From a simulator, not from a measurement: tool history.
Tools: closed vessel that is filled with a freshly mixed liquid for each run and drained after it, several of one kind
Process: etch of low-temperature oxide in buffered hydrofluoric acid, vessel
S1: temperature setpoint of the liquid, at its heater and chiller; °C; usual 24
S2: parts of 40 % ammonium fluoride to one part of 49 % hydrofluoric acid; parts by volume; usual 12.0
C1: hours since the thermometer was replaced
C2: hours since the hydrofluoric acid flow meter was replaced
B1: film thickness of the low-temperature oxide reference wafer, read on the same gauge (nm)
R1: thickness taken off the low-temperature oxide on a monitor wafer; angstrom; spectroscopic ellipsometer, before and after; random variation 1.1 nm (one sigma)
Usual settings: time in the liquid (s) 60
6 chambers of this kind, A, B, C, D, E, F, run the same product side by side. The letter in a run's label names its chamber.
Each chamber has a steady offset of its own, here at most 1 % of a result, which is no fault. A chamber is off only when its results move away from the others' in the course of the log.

run 1A hour=11.8 | S1=24 S2=12.0 time_in_the_liquid_(s)=60 | C1=64.3 C2=1785.6 | B1=139.99 | R1=3333.2
run 2F hour=23.4 | S1=24 S2=12.0 time_in_the_liquid_(s)=60 | C1=36.4 C2=1252.9 | B1=139.99 | R1=3351.8
run 3D hour=38.2 | S1=24 S2=12.0 time_in_the_liquid_(s)=60 | C1=456.9 C2=483.1 | B1=140.01 | R1=3342.6
-- hour=42.7 chamber A: hydrofluoric acid flow meter replaced
run 4B hour=53.3 | S1=24 S2=12.0 time_in_the_liquid_(s)=60 | C1=600.0 C2=585.0 | B1=140.02 | R1=3311.5
run 5E hour=64.0 | S1=24 S2=13.5 time_in_the_liquid_(s)=70 | C1=2247.4 C2=696.9 | B1=140.02 | R1=3457.6
-- hour=73.0 chamber B: thermometer replaced
run 6C hour=75.0 | S1=24 S2=13.5 time_in_the_liquid_(s)=70 | C1=821.6 C2=2156.1 | B1=140.00 | R1=3482.8
run 7F hour=85.0 | S1=24 S2=13.5 time_in_the_liquid_(s)=70 | C1=98.0 C2=1314.5 | B1=139.98 | R1=3460.2
run 8B hour=99.1 | S1=24 S2=13.5 time_in_the_liquid_(s)=70 | C1=26.2 C2=630.8 | B1=140.00 | R1=3464.0
run 9E hour=113.1 | S1=24 S2=13.5 time_in_the_liquid_(s)=70 | C1=2296.5 C2=746.0 | B1=140.00 | R1=3449.9
run 10A hour=129.2 | S1=24 S2=13.5 time_in_the_liquid_(s)=70 | C1=181.7 C2=86.5 | B1=140.01 | R1=3461.1
run 11D hour=136.6 | S1=24 S2=12.0 time_in_the_liquid_(s)=60 | C1=555.3 C2=581.5 | B1=140.00 | R1=3335.7
run 12C hour=151.2 | S1=24 S2=12.0 time_in_the_liquid_(s)=60 | C1=897.8 C2=2232.3 | B1=140.01 | R1=3331.5
-- hour=160.4 chamber F: hydrofluoric acid flow meter replaced
run 13C hour=161.6 | S1=24 S2=12.0 time_in_the_liquid_(s)=60 | C1=908.2 C2=2242.7 | B1=139.98 | R1=3332.8
run 14E hour=172.8 | S1=24 S2=12.0 time_in_the_liquid_(s)=60 | C1=2356.2 C2=805.7 | B1=140.00 | R1=3298.9
run 15A hour=181.4 | S1=24 S2=12.0 time_in_the_liquid_(s)=60 | C1=233.9 C2=138.7 | B1=139.99 | R1=3335.5
run 16B hour=190.3 | S1=24 S2=12.0 time_in_the_liquid_(s)=60 | C1=117.4 C2=722.0 | B1=140.01 | R1=3313.9
run 17F hour=204.3 | S1=24 S2=12.0 time_in_the_liquid_(s)=60 | C1=217.3 C2=44.0 | B1=140.01 | R1=3325.3
-- hour=214.4 chamber C: hydrofluoric acid flow meter replaced
run 18D hour=215.2 | S1=24 S2=12.0 time_in_the_liquid_(s)=60 | C1=633.9 C2=660.1 | B1=140.01 | R1=3329.2
run 19D hour=225.8 | S1=24 S2=12.0 time_in_the_liquid_(s)=60 | C1=644.5 C2=670.7 | B1=140.00 | R1=3340.3
run 20A hour=238.5 | S1=24 S2=12.0 time_in_the_liquid_(s)=60 | C1=291.0 C2=195.8 | B1=139.99 | R1=3327.9
run 21C hour=249.2 | S1=24 S2=12.0 time_in_the_liquid_(s)=60 | C1=995.8 C2=34.9 | B1=140.01 | R1=3336.8
run 22E hour=261.3 | S1=24 S2=12.0 time_in_the_liquid_(s)=60 | C1=2444.7 C2=894.2 | B1=140.01 | R1=3313.6
run 23F hour=276.4 | S1=24 S2=12.0 time_in_the_liquid_(s)=60 | C1=289.4 C2=116.1 | B1=140.01 | R1=3335.6
run 24B hour=286.8 | S1=24 S2=12.0 time_in_the_liquid_(s)=60 | C1=213.9 C2=818.5 | B1=140.01 | R1=3328.7
run 25F hour=295.9 | S1=24 S2=12.0 time_in_the_liquid_(s)=60 | C1=308.9 C2=135.6 | B1=139.99 | R1=3334.8
run 26C hour=310.1 | S1=24 S2=12.0 time_in_the_liquid_(s)=60 | C1=1056.7 C2=95.8 | B1=140.00 | R1=3337.9
-- hour=315.2 chamber C: thermometer replaced
run 27A hour=324.1 | S1=24 S2=12.0 time_in_the_liquid_(s)=60 | C1=376.6 C2=281.4 | B1=140.01 | R1=3314.7
run 28E hour=334.6 | S1=24 S2=12.0 time_in_the_liquid_(s)=60 | C1=2518.0 C2=967.5 | B1=140.00 | R1=3308.1
run 29D hour=343.7 | S1=24 S2=12.0 time_in_the_liquid_(s)=60 | C1=762.4 C2=788.6 | B1=140.00 | R1=3336.8
run 30B hour=357.4 | S1=24 S2=12.0 time_in_the_liquid_(s)=60 | C1=284.5 C2=889.1 | B1=139.98 | R1=3311.6
run 31E hour=368.6 | S1=24 S2=12.0 time_in_the_liquid_(s)=60 | C1=2552.0 C2=1001.5 | B1=140.01 | R1=3297.1
run 32D hour=380.5 | S1=24 S2=12.0 time_in_the_liquid_(s)=60 | C1=799.2 C2=825.4 | B1=139.97 | R1=3336.6
run 33F hour=393.7 | S1=24 S2=12.0 time_in_the_liquid_(s)=60 | C1=406.7 C2=233.4 | B1=139.99 | R1=3339.0
run 34C hour=403.1 | S1=24 S2=12.0 time_in_the_liquid_(s)=60 | C1=87.9 C2=188.8 | B1=139.99 | R1=3339.5
run 35B hour=417.4 | S1=22 S2=12.0 time_in_the_liquid_(s)=60 | C1=344.5 C2=949.1 | B1=139.99 | R1=2977.7
run 36A hour=426.3 | S1=22 S2=12.0 time_in_the_liquid_(s)=60 | C1=478.8 C2=383.6 | B1=140.00 | R1=2968.6
run 37B hour=438.3 | S1=22 S2=12.0 time_in_the_liquid_(s)=60 | C1=365.4 C2=970.0 | B1=140.02 | R1=2980.7
run 38F hour=446.3 | S1=22 S2=12.0 time_in_the_liquid_(s)=60 | C1=459.3 C2=286.0 | B1=139.99 | R1=2995.8
run 39C hour=458.4 | S1=22 S2=12.0 time_in_the_liquid_(s)=60 | C1=143.2 C2=244.1 | B1=139.99 | R1=2994.5
run 40D hour=470.1 | S1=22 S2=12.0 time_in_the_liquid_(s)=60 | C1=888.8 C2=915.0 | B1=139.99 | R1=2982.2
run 41E hour=484.7 | S1=24 S2=12.0 time_in_the_liquid_(s)=60 | C1=2668.1 C2=1117.6 | B1=140.03 | R1=3297.8
run 42A hour=494.8 | S1=24 S2=12.0 time_in_the_liquid_(s)=60 | C1=547.3 C2=452.1 | B1=140.00 | R1=3313.4

Is one chamber off against the others, does the gauge drift, or is nothing wrong? If a chamber is off, say which, and what the likeliest cause is.

No chamber stands off beyond its own small offset, and the gauge holds steady.
